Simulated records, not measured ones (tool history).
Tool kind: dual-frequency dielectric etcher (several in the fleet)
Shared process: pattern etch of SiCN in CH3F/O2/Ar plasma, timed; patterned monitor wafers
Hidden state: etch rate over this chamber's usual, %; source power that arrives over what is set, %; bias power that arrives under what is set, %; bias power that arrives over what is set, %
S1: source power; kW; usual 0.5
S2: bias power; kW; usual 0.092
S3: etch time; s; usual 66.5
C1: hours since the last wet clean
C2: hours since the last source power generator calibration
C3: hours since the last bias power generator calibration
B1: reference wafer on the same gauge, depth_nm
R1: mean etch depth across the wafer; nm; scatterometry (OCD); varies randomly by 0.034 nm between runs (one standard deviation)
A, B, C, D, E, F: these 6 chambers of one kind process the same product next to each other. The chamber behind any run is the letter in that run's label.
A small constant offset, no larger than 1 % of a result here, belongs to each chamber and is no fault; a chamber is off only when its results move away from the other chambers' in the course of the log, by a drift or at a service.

run   hour    S1     S2    S3     C1      C2      C3      B1      R1
 1E   11.4   0.5  0.092  66.5  159.4    72.6   195.3  33.509  29.736
 2A   19.4   0.5  0.092  66.5   20.6  2196.4   648.8  33.517  29.395
 3C     32   0.5  0.092  66.5   41.7   353.1  1411.6  33.518  29.423
 4B   44.7   0.5  0.092  66.5    289    55.8   396.8  33.519  29.709
 5D   55.1   0.5  0.092  66.5   70.9  1473.7   904.8  33.523  29.313
 6F   65.5   0.5  0.092  66.5    418  1463.9   995.6  33.528  29.972
      66.7  -- chamber B: wet clean of the chamber
 7A   73.9   0.5  0.092  66.5   75.1  2250.9   703.3  33.528  29.347
 8C     86   0.5  0.092  66.5   95.7   407.1  1465.6   33.52  29.535
      92.5  -- chamber F: wet clean of the chamber
 9E  100.2   0.5  0.092  66.5  248.2   161.4   284.1  33.529   29.79
10D  110.7   0.5  0.092  66.5  126.5  1529.3   960.4  33.539  29.406
11F  126.6  0.45  0.092  76.5   34.2    1525  1056.7  33.538  33.136
12B  136.6  0.45  0.092  76.5     70   147.7   488.7  33.544  32.997
13D  147.7  0.45  0.092  76.5  163.5  1566.3   997.4  33.543  32.586
14B  156.4  0.45  0.092  76.5   89.8   167.5   508.5  33.556  32.926
15E  166.1  0.45  0.092  76.5  314.1   227.3     350  33.554  33.005
16C  175.3  0.45  0.092  76.5    185   496.4  1554.9  33.569  32.599
17A  184.1   0.5  0.092  66.5  185.3  2361.1   813.5  33.558  29.363
18F  191.8   0.5  0.092  66.5   99.4  1590.2  1121.9  33.572  29.963
19A  199.6  0.54  0.107  66.5  200.8  2376.6     829  33.566  32.018
20B  212.3  0.54  0.107  66.5  145.7   223.4   564.4  33.584  32.454
21D  224.4  0.54  0.107  66.5  240.2    1643  1074.1  33.578  32.019
22C  237.5  0.54  0.107  66.5  247.2   558.6  1617.1  33.593  32.111
     246.7  -- chamber E: wet clean of the chamber
23E  250.9  0.54  0.107  66.5    4.2   312.1   434.8  33.595  32.482
24F    261  0.54  0.107  66.5  168.6  1659.4  1191.1  33.595  32.661
25D  268.7   0.5  0.092  66.5  284.5  1687.3  1118.4   33.59  29.461
26E  280.6   0.5  0.092  66.5   33.9   341.8   464.5  33.588  29.878
27A  296.7   0.5  0.092  66.5  297.9  2473.7   926.1  33.614  29.465
28B  303.9  0.39  0.092  66.5  237.3     315     656  33.601  27.229
29F  312.3  0.39  0.092  66.5  219.9  1710.7  1242.4  33.613  27.379
30C  323.8  0.39  0.092  66.5  333.5   644.9  1703.4   33.61  26.937
31E  334.9  0.39  0.092  66.5   88.2   396.1   518.8  33.615  27.213
32B  348.8  0.39  0.092  66.5  282.2   359.9   700.9  33.619  27.223
33D  362.3  0.39  0.092  66.5  378.1  1780.9    1212  33.633  26.916
34C  369.8   0.5  0.092  66.5  379.5   690.9  1749.4  33.617  29.593
35A  384.9   0.5  0.092  66.5  386.1  2561.9  1014.3  33.642  29.519
36F  392.8   0.5  0.092  66.5  300.4  1791.2  1322.9   33.63  30.058
37E  408.5   0.5  0.092  66.5  161.8   469.7   592.4  33.642  29.824
38C    416   0.5  0.092  66.5  425.7   737.1  1795.6  33.643  29.567
     422.1  -- chamber B: wet clean of the chamber
39B    424   0.5  0.092  66.5    1.9   435.1   776.1  33.656  29.877
40D  440.2   0.5  0.092  66.5    456  1858.8  1289.9  33.655  29.486

The same settings go to every chamber for the next run, one line per chamber below. Forecast the results for each:
41A  452.1  0.5  0.092  82.5                   ?
41B  452.1  0.5  0.092  82.5                   ?
41C  452.1  0.5  0.092  82.5                   ?
41D  452.1  0.5  0.092  82.5                   ?
41E  452.1  0.5  0.092  82.5                   ?
41F  452.1  0.5  0.092  82.5                   ?

run      R1
41A   36.63
41B  37.172
41C  36.701
41D   36.57
41E  37.114
41F  37.259

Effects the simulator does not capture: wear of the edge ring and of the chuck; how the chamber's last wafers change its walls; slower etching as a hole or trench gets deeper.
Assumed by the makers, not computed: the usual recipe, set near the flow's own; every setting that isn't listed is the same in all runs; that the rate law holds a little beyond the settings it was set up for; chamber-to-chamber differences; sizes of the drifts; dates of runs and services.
